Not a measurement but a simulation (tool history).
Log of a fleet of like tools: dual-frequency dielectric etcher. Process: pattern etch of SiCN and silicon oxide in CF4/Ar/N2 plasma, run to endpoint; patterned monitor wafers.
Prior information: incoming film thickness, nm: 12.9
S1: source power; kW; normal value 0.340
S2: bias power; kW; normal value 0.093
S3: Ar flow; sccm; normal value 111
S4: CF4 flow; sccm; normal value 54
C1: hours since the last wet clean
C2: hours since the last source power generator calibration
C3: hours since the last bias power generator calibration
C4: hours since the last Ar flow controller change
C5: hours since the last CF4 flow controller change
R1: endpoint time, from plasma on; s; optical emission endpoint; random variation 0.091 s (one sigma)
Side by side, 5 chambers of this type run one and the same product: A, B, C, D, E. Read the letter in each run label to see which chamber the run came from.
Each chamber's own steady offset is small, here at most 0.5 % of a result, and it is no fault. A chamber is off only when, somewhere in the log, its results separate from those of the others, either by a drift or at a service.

run	hour	S1	S2	S3	S4	C1	C2	C3	C4	C5	R1
1C	4.7	0.340	0.093	111	54	131.3	2684.8	2208.2	749.6	1396.7	18.303
2E	7.9	0.340	0.093	111	54	472.0	1021.2	189.3	920.0	181.5	18.568
3D	12.5	0.340	0.093	111	54	43.3	3469.9	2251.3	4359.1	1281.3	18.540
4A	17.8	0.340	0.093	111	54	82.9	1994.8	755.8	497.2	1319.4	18.371
5B	23.5	0.340	0.093	111	54	247.7	1115.4	2029.3	1715.1	1279.0	18.488
6A	28.1	0.340	0.093	111	54	93.2	2005.1	766.1	507.5	1329.7	18.441
7C	31.3	0.340	0.093	111	54	157.9	2711.4	2234.8	776.2	1423.3	18.218
8E	35.6	0.340	0.093	111	54	499.7	1048.9	217.0	947.7	209.2	18.507
# hour 39.0: chamber D: bias power generator calibrated
# hour 41.0: chamber C: CF4 flow controller replaced
9D	41.6	0.340	0.093	111	54	72.4	3499.0	2.7	4388.2	1310.4	18.360
10B	47.4	0.340	0.078	111	48	271.6	1139.3	2053.2	1739.0	1302.9	20.067
11E	51.5	0.340	0.078	111	48	515.6	1064.8	232.9	963.6	225.1	20.038
12B	55.6	0.340	0.078	111	48	279.8	1147.5	2061.4	1747.2	1311.1	19.899
13C	61.7	0.340	0.078	111	48	188.3	2741.8	2265.2	806.6	20.7	20.041
14A	65.6	0.340	0.078	111	48	130.7	2042.6	803.6	545.0	1367.2	19.815
15D	71.2	0.340	0.093	111	54	102.0	3528.6	32.3	4417.8	1340.0	18.494
16A	74.6	0.340	0.093	111	54	139.7	2051.6	812.6	554.0	1376.2	18.228
17D	79.9	0.340	0.093	111	54	110.7	3537.3	41.0	4426.5	1348.7	18.592
18C	83.1	0.340	0.093	111	54	209.7	2763.2	2286.6	828.0	42.1	18.243
19E	88.0	0.340	0.093	111	54	552.1	1101.3	269.4	1000.1	261.6	18.449
20B	92.6	0.340	0.093	111	54	316.8	1184.5	2098.4	1784.2	1348.1	18.374
21A	98.9	0.340	0.093	111	54	164.0	2075.9	836.9	578.3	1400.5	17.938
22C	103.3	0.340	0.093	111	54	229.9	2783.4	2306.8	848.2	62.3	18.268
23E	109.8	0.340	0.093	111	54	573.9	1123.1	291.2	1021.9	283.4	18.314
24B	116.1	0.340	0.093	111	54	340.3	1208.0	2121.9	1807.7	1371.6	18.386
25D	122.5	0.340	0.093	111	54	153.3	3579.9	83.6	4469.1	1391.3	18.461
26E	127.2	0.340	0.093	111	54	591.3	1140.5	308.6	1039.3	300.8	18.485
# hour 132.0: chamber E: wet clean of the chamber
27A	133.0	0.340	0.093	111	54	198.1	2110.0	871.0	612.4	1434.6	17.932
28B	139.3	0.340	0.093	111	54	363.5	1231.2	2145.1	1830.9	1394.8	18.263
29C	142.9	0.340	0.107	102	54	269.5	2823.0	2346.4	887.8	101.9	17.109
30D	148.9	0.340	0.107	102	54	179.7	3606.3	110.0	4495.5	1417.7	17.275
31C	154.2	0.340	0.107	102	54	280.8	2834.3	2357.7	899.1	113.2	17.049
32A	158.1	0.340	0.107	102	54	223.2	2135.1	896.1	637.5	1459.7	16.550
33B	162.1	0.340	0.107	102	54	386.3	1254.0	2167.9	1853.7	1417.6	17.196
34E	168.1	0.340	0.093	111	54	36.2	1181.4	349.5	1080.2	341.7	18.506
35D	172.9	0.390	0.093	111	63	203.7	3630.3	134.0	4519.5	1441.7	15.900
36C	176.4	0.390	0.093	111	63	303.0	2856.5	2379.9	921.3	135.4	15.882
37D	180.5	0.390	0.093	111	63	211.3	3637.9	141.6	4527.1	1449.3	15.954
38B	183.5	0.390	0.093	111	63	407.7	1275.4	2189.3	1875.1	1439.0	15.987
39E	189.3	0.390	0.093	111	63	57.4	1202.6	370.7	1101.4	362.9	16.170
40A	192.9	0.340	0.093	111	54	258.0	2169.9	930.9	672.3	1494.5	17.747
41C	196.2	0.390	0.093	111	58	322.8	2876.3	2399.7	941.1	155.2	16.154

The same settings go to every chamber for the next run, one line per chamber below. Forecast the results for each:
42A	200.8	0.340	0.093	111	54						?
42B	200.8	0.340	0.093	111	54						?
42C	200.8	0.340	0.093	111	54						?
42D	200.8	0.340	0.093	111	54						?
42E	200.8	0.340	0.093	111	54						?

run	R1
42A	17.519
42B	18.379
42C	18.454
42D	18.661
42E	18.399
